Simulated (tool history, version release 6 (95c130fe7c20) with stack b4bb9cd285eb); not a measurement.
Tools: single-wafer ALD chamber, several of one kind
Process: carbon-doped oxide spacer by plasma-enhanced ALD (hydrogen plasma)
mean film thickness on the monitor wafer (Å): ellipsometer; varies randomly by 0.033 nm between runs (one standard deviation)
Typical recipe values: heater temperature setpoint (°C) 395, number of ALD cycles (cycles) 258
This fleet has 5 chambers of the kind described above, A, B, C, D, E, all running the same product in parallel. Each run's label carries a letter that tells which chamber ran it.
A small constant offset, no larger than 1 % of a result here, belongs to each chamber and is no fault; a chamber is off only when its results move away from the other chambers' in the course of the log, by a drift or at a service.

run,hour,heater temperature setpoint (°C),number of ALD cycles (cycles),"read-back reference wafer on the same gauge, thickness_nm",mean film thickness on the monitor wafer (Å)
1D,5.4,395,258,10.797,127.87
2A,11.6,395,258,10.8,128.29
3B,18,395,258,10.806,128.07
4E,21.5,395,258,10.799,127.63
5C,26.7,395,258,10.8,129.3
6C,32.3,395,258,10.8,129.19
7B,40,395,258,10.794,128.84
8D,46.5,395,258,10.806,127.41
9A,51.4,383,258,10.802,128.86
10E,57.2,383,258,10.794,128.44
11C,62.9,383,258,10.803,129.38
12D,69.6,383,258,10.797,127.22
13A,76.9,383,258,10.795,128.48
14E,83.3,389,307,10.797,152.69
15B,90.2,389,307,10.793,153.21
16B,94.8,389,307,10.79,153.22
17E,102.2,389,307,10.801,153.25
18C,107,389,307,10.797,154.06
19D,111.3,395,258,10.795,127.87
20A,118.1,395,258,10.799,129.05
21C,125.1,395,258,10.807,129.1
22A,128.7,395,258,10.803,128.78
23B,133.8,395,258,10.801,128.28
24E,139.9,409,288,10.8,137.26
25D,145.1,409,288,10.801,136.81
26A,152.6,409,288,10.793,139.54
# hour 153: chamber E: thermocouple changed; heater temperature recalibrated
27C,158.9,409,288,10.8,140.97
28E,163.1,409,288,10.799,139.54
29D,171,395,258,10.798,127.8
30B,178.5,395,258,10.805,128.93
31C,183.9,395,258,10.791,129.3
32E,188.5,387,224,10.797,111.34
33D,192.3,387,224,10.803,110.54
34B,196.2,387,224,10.796,111.67
35A,204,387,224,10.802,112.17
36C,210.9,387,224,10.801,111.86
37E,216.9,395,306,10.8,151.79
38D,221.9,395,306,10.797,151.48
39B,229.5,395,306,10.804,153.04
40A,235.8,395,306,10.805,153.53
41E,240.1,395,306,10.794,152.25
42D,244,395,258,10.804,128.13
43C,248.4,395,258,10.799,129.23
44B,251.9,382,306,10.8,152.5

Decide between three cases: one chamber stands off from its peers, the gauge reading all wafers drifts, or nothing is wrong past each chamber's small offset. Where a chamber is off, say which and what most likely put it there.

Nothing is wrong: each chamber keeps only its own small, steady offset and the gauge holds still.
